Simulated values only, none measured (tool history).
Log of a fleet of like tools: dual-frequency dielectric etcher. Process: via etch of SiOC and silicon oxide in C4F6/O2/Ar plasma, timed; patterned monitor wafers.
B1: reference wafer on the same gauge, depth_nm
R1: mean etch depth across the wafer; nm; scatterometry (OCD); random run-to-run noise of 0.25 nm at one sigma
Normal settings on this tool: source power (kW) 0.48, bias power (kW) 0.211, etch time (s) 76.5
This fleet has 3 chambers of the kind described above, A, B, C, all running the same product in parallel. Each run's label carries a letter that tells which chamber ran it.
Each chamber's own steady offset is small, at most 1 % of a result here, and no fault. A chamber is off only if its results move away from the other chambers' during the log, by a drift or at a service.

{"run": "1C", "hour": 3.5, "source power (kW)": 0.48, "bias power (kW)": 0.211, "etch time (s)": 76.5, "B1": 110.49, "R1": 97.448}
{"hour": 7.2, "done": "chamber A: wet clean of the chamber"}
{"run": "2A", "hour": 7.6, "source power (kW)": 0.48, "bias power (kW)": 0.211, "etch time (s)": 76.5, "B1": 110.4, "R1": 96.88}
{"run": "3B", "hour": 12.5, "source power (kW)": 0.48, "bias power (kW)": 0.211, "etch time (s)": 76.5, "B1": 110.56, "R1": 98.761}
{"run": "4C", "hour": 15.9, "source power (kW)": 0.48, "bias power (kW)": 0.211, "etch time (s)": 76.5, "B1": 110.49, "R1": 97.634}
{"run": "5B", "hour": 19.5, "source power (kW)": 0.48, "bias power (kW)": 0.211, "etch time (s)": 76.5, "B1": 110.51, "R1": 98.666}
{"run": "6A", "hour": 22.4, "source power (kW)": 0.48, "bias power (kW)": 0.211, "etch time (s)": 76.5, "B1": 110.45, "R1": 97.027}
{"run": "7B", "hour": 24.9, "source power (kW)": 0.48, "bias power (kW)": 0.211, "etch time (s)": 76.5, "B1": 110.53, "R1": 98.59}
{"run": "8A", "hour": 29.6, "source power (kW)": 0.48, "bias power (kW)": 0.211, "etch time (s)": 76.5, "B1": 110.55, "R1": 96.94}
{"run": "9C", "hour": 32.7, "source power (kW)": 0.48, "bias power (kW)": 0.211, "etch time (s)": 76.5, "B1": 110.48, "R1": 97.401}
{"run": "10A", "hour": 35.3, "source power (kW)": 0.48, "bias power (kW)": 0.211, "etch time (s)": 76.5, "B1": 110.51, "R1": 97.049}
{"run": "11C", "hour": 39.9, "source power (kW)": 0.48, "bias power (kW)": 0.259, "etch time (s)": 63, "B1": 110.53, "R1": 86.392}
{"run": "12B", "hour": 43.4, "source power (kW)": 0.48, "bias power (kW)": 0.259, "etch time (s)": 63, "B1": 110.38, "R1": 86.731}
{"run": "13B", "hour": 48.1, "source power (kW)": 0.48, "bias power (kW)": 0.259, "etch time (s)": 63, "B1": 110.47, "R1": 87.416}
{"run": "14A", "hour": 51.6, "source power (kW)": 0.48, "bias power (kW)": 0.228, "etch time (s)": 60.5, "B1": 110.52, "R1": 79.167}
{"run": "15C", "hour": 55.9, "source power (kW)": 0.48, "bias power (kW)": 0.228, "etch time (s)": 60.5, "B1": 110.49, "R1": 79.308}
{"run": "16B", "hour": 59.0, "source power (kW)": 0.48, "bias power (kW)": 0.228, "etch time (s)": 60.5, "B1": 110.49, "R1": 79.956}
{"run": "17A", "hour": 62.6, "source power (kW)": 0.48, "bias power (kW)": 0.211, "etch time (s)": 76.5, "B1": 110.42, "R1": 96.996}
{"run": "18C", "hour": 65.2, "source power (kW)": 0.48, "bias power (kW)": 0.211, "etch time (s)": 76.5, "B1": 110.46, "R1": 97.491}
{"run": "19B", "hour": 69.8, "source power (kW)": 0.48, "bias power (kW)": 0.211, "etch time (s)": 76.5, "B1": 110.51, "R1": 98.514}
{"run": "20A", "hour": 73.0, "source power (kW)": 0.48, "bias power (kW)": 0.211, "etch time (s)": 76.5, "B1": 110.44, "R1": 96.869}
{"run": "21C", "hour": 77.8, "source power (kW)": 0.48, "bias power (kW)": 0.211, "etch time (s)": 76.5, "B1": 110.52, "R1": 97.547}
{"run": "22B", "hour": 80.5, "source power (kW)": 0.48, "bias power (kW)": 0.211, "etch time (s)": 76.5, "B1": 110.47, "R1": 98.389}
{"run": "23C", "hour": 84.8, "source power (kW)": 0.48, "bias power (kW)": 0.211, "etch time (s)": 76.5, "B1": 110.43, "R1": 97.835}
{"run": "24A", "hour": 87.4, "source power (kW)": 0.48, "bias power (kW)": 0.211, "etch time (s)": 76.5, "B1": 110.5, "R1": 97.093}
{"run": "25C", "hour": 90.2, "source power (kW)": 0.53, "bias power (kW)": 0.211, "etch time (s)": 91, "B1": 110.54, "R1": 120.31}
{"run": "26A", "hour": 93.8, "source power (kW)": 0.53, "bias power (kW)": 0.211, "etch time (s)": 91, "B1": 110.45, "R1": 120.02}
{"run": "27B", "hour": 98.3, "source power (kW)": 0.53, "bias power (kW)": 0.211, "etch time (s)": 91, "B1": 110.47, "R1": 121.45}
{"run": "28C", "hour": 102.8, "source power (kW)": 0.48, "bias power (kW)": 0.211, "etch time (s)": 76.5, "B1": 110.54, "R1": 97.244}
{"run": "29A", "hour": 106.7, "source power (kW)": 0.48, "bias power (kW)": 0.211, "etch time (s)": 76.5, "B1": 110.57, "R1": 96.939}
{"run": "30B", "hour": 110.4, "source power (kW)": 0.48, "bias power (kW)": 0.211, "etch time (s)": 76.5, "B1": 110.52, "R1": 98.297}
{"run": "31B", "hour": 113.0, "source power (kW)": 0.48, "bias power (kW)": 0.211, "etch time (s)": 76.5, "B1": 110.49, "R1": 98.7}
{"run": "32C", "hour": 117.4, "source power (kW)": 0.48, "bias power (kW)": 0.211, "etch time (s)": 76.5, "B1": 110.49, "R1": 97.779}
{"run": "33A", "hour": 120.2, "source power (kW)": 0.48, "bias power (kW)": 0.211, "etch time (s)": 76.5, "B1": 110.44, "R1": 97.181}
{"run": "34A", "hour": 124.5, "source power (kW)": 0.48, "bias power (kW)": 0.211, "etch time (s)": 76.5, "B1": 110.51, "R1": 97.26}
{"run": "35B", "hour": 127.7, "source power (kW)": 0.48, "bias power (kW)": 0.211, "etch time (s)": 76.5, "B1": 110.42, "R1": 98.563}
{"run": "36C", "hour": 131.6, "source power (kW)": 0.48, "bias power (kW)": 0.211, "etch time (s)": 76.5, "B1": 110.48, "R1": 97.468}
{"run": "37B", "hour": 135.9, "source power (kW)": 0.48, "bias power (kW)": 0.211, "etch time (s)": 76.5, "B1": 110.57, "R1": 98.882}
{"run": "38A", "hour": 138.5, "source power (kW)": 0.48, "bias power (kW)": 0.257, "etch time (s)": 76.5, "B1": 110.44, "R1": 103.35}
{"run": "39C", "hour": 143.6, "source power (kW)": 0.48, "bias power (kW)": 0.257, "etch time (s)": 76.5, "B1": 110.54, "R1": 104.2}
{"run": "40B", "hour": 146.2, "source power (kW)": 0.48, "bias power (kW)": 0.257, "etch time (s)": 76.5, "B1": 110.48, "R1": 105.49}
{"run": "41A", "hour": 150.5, "source power (kW)": 0.48, "bias power (kW)": 0.211, "etch time (s)": 76.5, "B1": 110.49, "R1": 96.909}
{"run": "42C", "hour": 153.4, "source power (kW)": 0.48, "bias power (kW)": 0.211, "etch time (s)": 76.5, "B1": 110.53, "R1": 97.805}

Which is it: a chamber that has drifted or been left off by a service, a gauge drift common to all chambers, or only each chamber's usual small offset? If a chamber is off, name it and its likeliest cause.

No chamber is off and the gauge is stable; the differences are just each chamber's small, constant offset.
